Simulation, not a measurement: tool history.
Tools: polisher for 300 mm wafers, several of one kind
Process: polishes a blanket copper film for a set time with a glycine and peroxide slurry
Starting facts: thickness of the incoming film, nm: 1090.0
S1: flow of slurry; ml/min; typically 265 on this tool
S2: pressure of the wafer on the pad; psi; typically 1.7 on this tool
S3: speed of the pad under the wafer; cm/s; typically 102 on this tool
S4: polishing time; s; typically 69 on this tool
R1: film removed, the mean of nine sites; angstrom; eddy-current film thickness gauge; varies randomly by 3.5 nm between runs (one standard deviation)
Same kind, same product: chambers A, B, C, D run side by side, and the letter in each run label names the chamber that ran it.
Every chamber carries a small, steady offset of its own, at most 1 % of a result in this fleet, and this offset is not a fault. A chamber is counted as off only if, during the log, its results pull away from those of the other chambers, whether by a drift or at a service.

run	hour	S1	S2	S3	S4	R1
1C	6.6	265	1.7	102	69	2943.8
2D	12.2	265	1.7	102	69	2990.7
3A	18.2	265	1.7	102	69	3018.3
4B	24.8	265	1.7	102	69	2948.4
5A	29.7	265	1.7	102	69	3046.3
# hour 31.7: chamber B: worn pad replaced by a new one
6D	37.2	265	1.7	102	69	2974.1
7B	42.8	265	1.7	102	69	2984
8C	48.3	265	1.7	102	69	2989.2
# hour 50.8: chamber B: slurry nozzle cleaned
9D	54.7	265	1.7	102	69	2951.6
10A	58.4	265	1.7	102	69	3053.8
11B	62.3	265	1.7	102	69	3025.9
12C	70.4	265	1.7	102	69	2950.3
# hour 77.5: chamber C: worn pad replaced by a new one
13A	77.7	265	1.7	102	69	3052.4
14B	83.8	265	2.1	102	69	3526.6
15D	90.5	265	2.1	102	69	3319
# hour 95.5: chamber A: worn pad replaced by a new one
16C	95.5	265	2.1	102	69	3476.1
17A	99.8	265	2.1	102	69	3574.3
18C	104.7	265	1.7	102	69	2976
19D	109.4	345	1.7	82	69	2470.4
20B	114.5	345	1.7	82	69	2605.5
21D	119.9	345	1.7	82	69	2468.9
22A	126.8	345	1.7	82	69	2632.1
# hour 129.6: chamber A: head pressure recalibrated
23B	134.4	335	1.7	130	69	3742.1
24C	140.2	335	1.7	130	69	3645.5
25B	144	335	1.7	130	69	3655.9
26D	150.5	335	1.7	130	69	3341.9
# hour 151.7: chamber B: worn pad replaced by a new one
27C	158.4	325	2.3	102	69	3872.3
28A	164.8	325	2.3	102	69	3897.8
29B	171.8	325	2.3	102	69	3908.6
30A	177	325	2.3	102	69	3916.5
31C	182.1	265	1.7	102	69	2955.3

What goes on in this fleet: one chamber off, a drifting gauge, or nothing beyond the chambers' own small offsets? Name the chamber and the cause, if any.

Chamber D drifts away from the others.
What lies behind it: removal rate lost through wear of the pad, % = 12.1.

Chamber D could run next with any of the 4 candidate recipes listed below; each alters the usual settings, and their results appear as question marks. Which one brings its results back in line with what the other chambers deliver on the usual settings?
Counts as in line when no further than this from what the other chambers average on the usual settings: R1 120 angstrom
32D-1	188.1	265	2	118	69	?
32D-2	188.1	265	1.7	74	69	?
32D-3	188.1	265	1.8	106	73	?
32D-4	188.1	265	1.6	98	65	?

The other chambers' mean on the usual settings: R1 3012.2 angstrom
run	R1
32D-1	3375.9
32D-2	2127.6
32D-3	3030.4
32D-4	2335.4
32D-3 puts the chamber back in line with the other chambers.
